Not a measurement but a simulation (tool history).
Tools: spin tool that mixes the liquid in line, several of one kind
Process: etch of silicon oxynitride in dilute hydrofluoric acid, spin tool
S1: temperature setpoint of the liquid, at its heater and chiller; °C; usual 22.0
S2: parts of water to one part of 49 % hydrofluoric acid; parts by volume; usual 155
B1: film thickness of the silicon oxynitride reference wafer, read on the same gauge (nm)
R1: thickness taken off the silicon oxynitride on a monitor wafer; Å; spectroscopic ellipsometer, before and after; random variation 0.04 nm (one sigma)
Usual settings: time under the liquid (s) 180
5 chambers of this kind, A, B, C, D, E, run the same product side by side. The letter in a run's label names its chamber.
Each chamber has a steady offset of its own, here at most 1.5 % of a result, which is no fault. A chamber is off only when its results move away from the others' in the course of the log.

Run 1E, day 0.192: usual settings; B1 140.02. Result: R1 14.5960 Å.
Run 2C, day 0.358: usual settings; B1 140.01. Result: R1 14.6770 Å.
Run 3A, day 0.504: usual settings; B1 139.99. Result: R1 14.5210 Å.
Run 4D, day 0.688: usual settings; B1 139.96. Result: R1 13.9260 Å.
Run 5B, day 0.829: usual settings; B1 140.01. Result: R1 14.0170 Å.
Run 6D, day 0.975: usual settings but S2 130 parts by volume; B1 140.01. Result: R1 17.7670 Å.
Run 7E, day 1.083: usual settings but S2 130 parts by volume; B1 140.03. Result: R1 17.5210 Å.
Run 8B, day 1.288: usual settings but S2 130 parts by volume; B1 139.98. Result: R1 17.8520 Å.
Run 9C, day 1.492: usual settings but S2 130 parts by volume; B1 140.02. Result: R1 17.3880 Å.
At day 1.542: chamber C: hydrofluoric acid flow meter replaced.
Run 10A, day 1.596: usual settings but S2 130 parts by volume; B1 140.03. Result: R1 17.5630 Å.
Run 11C, day 1.804: usual settings but S1 17.5 °C, time under the liquid (s) 100; B1 140.00. Result: R1 6.5834 Å.
Run 12E, day 1.912: usual settings but S1 17.5 °C, time under the liquid (s) 100; B1 139.96. Result: R1 6.5626 Å.
Run 13B, day 2.112: usual settings but S1 17.5 °C, time under the liquid (s) 100; B1 140.02. Result: R1 7.0096 Å.
Run 14D, day 2.300: usual settings but S1 17.5 °C, time under the liquid (s) 100; B1 139.99. Result: R1 6.9594 Å.
Run 15A, day 2.438: usual settings but S1 17.5 °C, time under the liquid (s) 100; B1 140.00. Result: R1 6.2558 Å.
Run 16A, day 2.608: usual settings; B1 140.02. Result: R1 14.5280 Å.
Run 17E, day 2.804: usual settings; B1 140.02. Result: R1 14.7820 Å.
Run 18B, day 2.912: usual settings; B1 140.02. Result: R1 14.1160 Å.
Run 19C, day 3.125: usual settings; B1 140.00. Result: R1 14.9650 Å.
Run 20D, day 3.233: usual settings; B1 139.98. Result: R1 14.3060 Å.
Run 21D, day 3.417: usual settings but S1 24.0 °C, S2 85 parts by volume; B1 139.97. Result: R1 30.4770 Å.
Run 22E, day 3.588: usual settings but S1 24.0 °C, S2 85 parts by volume; B1 140.00. Result: R1 30.0710 Å.
Run 23B, day 3.721: usual settings but S1 24.0 °C, S2 85 parts by volume; B1 139.98. Result: R1 30.7380 Å.
Run 24C, day 3.862: usual settings but S1 24.0 °C, S2 85 parts by volume; B1 140.00. Result: R1 30.0400 Å.
Run 25A, day 4.017: usual settings but S1 24.0 °C, S2 85 parts by volume; B1 140.04. Result: R1 31.4960 Å.
Run 26C, day 4.167: usual settings; B1 140.00. Result: R1 14.8750 Å.
Run 27B, day 4.275: usual settings; B1 140.00. Result: R1 15.3210 Å.
Run 28E, day 4.396: usual settings but S1 17.5 °C, time under the liquid (s) 115; B1 140.05. Result: R1 7.2183 Å.
Run 29D, day 4.504: usual settings but S1 17.5 °C, time under the liquid (s) 115; B1 140.00. Result: R1 7.6220 Å.
Run 30A, day 4.688: usual settings but S1 17.5 °C, time under the liquid (s) 115; B1 139.99. Result: R1 7.4392 Å.
Run 31C, day 4.904: usual settings but S1 17.5 °C, time under the liquid (s) 115; B1 139.98. Result: R1 7.4104 Å.
Run 32D, day 5.042: usual settings but S1 17.5 °C, time under the liquid (s) 115; B1 139.99. Result: R1 7.3236 Å.
Run 33A, day 5.188: usual settings; B1 139.98. Result: R1 14.1590 Å.
Run 34B, day 5.304: usual settings; B1 140.01. Result: R1 14.6840 Å.
Run 35E, day 5.483: usual settings; B1 140.02. Result: R1 13.9170 Å.
Run 36A, day 5.583: usual settings; B1 139.95. Result: R1 14.5270 Å.
Run 37C, day 5.692: usual settings; B1 140.00. Result: R1 15.0800 Å.
Run 38B, day 5.908: usual settings; B1 140.00. Result: R1 14.4640 Å.

What goes on in this fleet: one chamber off, a drifting gauge, or nothing beyond the chambers' own small offsets? Name the chamber and the cause, if any.

No chamber stands off beyond its own small offset, and the gauge holds steady.
